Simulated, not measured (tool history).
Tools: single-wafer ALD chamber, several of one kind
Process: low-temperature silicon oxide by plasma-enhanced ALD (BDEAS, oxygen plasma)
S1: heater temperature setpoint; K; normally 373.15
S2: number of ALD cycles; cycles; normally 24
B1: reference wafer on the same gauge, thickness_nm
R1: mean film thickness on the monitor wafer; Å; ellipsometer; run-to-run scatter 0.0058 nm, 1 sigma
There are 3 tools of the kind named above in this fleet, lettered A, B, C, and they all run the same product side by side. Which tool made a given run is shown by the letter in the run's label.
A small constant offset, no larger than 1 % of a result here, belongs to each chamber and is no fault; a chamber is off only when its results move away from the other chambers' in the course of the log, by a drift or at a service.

run 1C day=0.129 | S1=373.15 S2=24 | B1=3.0791 | R1=34.341
run 2B day=0.367 | S1=373.15 S2=24 | B1=3.0792 | R1=33.879
run 3A day=0.554 | S1=373.15 S2=24 | B1=3.0802 | R1=34.252
run 4B day=0.8 | S1=373.15 S2=24 | B1=3.078 | R1=33.976
run 5C day=1.058 | S1=373.15 S2=24 | B1=3.0754 | R1=34.464
run 6A day=1.283 | S1=373.15 S2=24 | B1=3.0752 | R1=34.164
run 7B day=1.479 | S1=373.15 S2=24 | B1=3.0749 | R1=33.944
run 8A day=1.7 | S1=373.15 S2=24 | B1=3.0738 | R1=34.056
run 9C day=1.904 | S1=373.15 S2=24 | B1=3.0732 | R1=34.403
run 10B day=2.088 | S1=373.15 S2=24 | B1=3.0715 | R1=33.821
run 11C day=2.271 | S1=373.15 S2=24 | B1=3.0727 | R1=34.243
run 12A day=2.512 | S1=373.15 S2=24 | B1=3.0703 | R1=34.07
run 13C day=2.738 | S1=362.15 S2=27 | B1=3.069 | R1=40.088
run 14A day=2.85 | S1=362.15 S2=27 | B1=3.0687 | R1=39.9
run 15B day=3.092 | S1=362.15 S2=27 | B1=3.0687 | R1=39.732
run 16C day=3.317 | S1=373.15 S2=24 | B1=3.0678 | R1=34.251
run 17A day=3.458 | S1=373.15 S2=24 | B1=3.0677 | R1=34.072
run 18B day=3.625 | S1=373.15 S2=24 | B1=3.066 | R1=33.796
run 19A day=3.842 | S1=359.15 S2=28 | B1=3.0655 | R1=41.653
run 20C day=3.962 | S1=359.15 S2=28 | B1=3.0656 | R1=41.832
run 21B day=4.142 | S1=359.15 S2=28 | B1=3.0645 | R1=41.47
run 22A day=4.3 | S1=373.15 S2=24 | B1=3.0646 | R1=33.958
run 23B day=4.517 | S1=359.15 S2=28 | B1=3.0643 | R1=41.416
run 24C day=4.679 | S1=359.15 S2=28 | B1=3.0636 | R1=41.914
run 25B day=4.883 | S1=359.15 S2=28 | B1=3.0613 | R1=41.439
run 26A day=4.996 | S1=373.15 S2=24 | B1=3.0611 | R1=34.063
run 27C day=5.142 | S1=373.15 S2=24 | B1=3.0623 | R1=34.191
run 28C day=5.329 | S1=373.15 S2=24 | B1=3.0616 | R1=34.105
run 29B day=5.462 | S1=373.15 S2=24 | B1=3.0597 | R1=33.717
run 30A day=5.671 | S1=373.15 S2=24 | B1=3.0592 | R1=33.94
run 31A day=5.829 | S1=373.15 S2=24 | B1=3.058 | R1=33.998

For the next run the whole fleet of 3 chambers uses the same settings. Give each chamber's results:
run 32A day=6.017 | S1=373.15 S2=24 | R1=?
run 32B day=6.017 | S1=373.15 S2=24 | R1=?
run 32C day=6.017 | S1=373.15 S2=24 | R1=?

run=32A R1=33.981
run=32B R1=33.67
run=32C R1=34.208
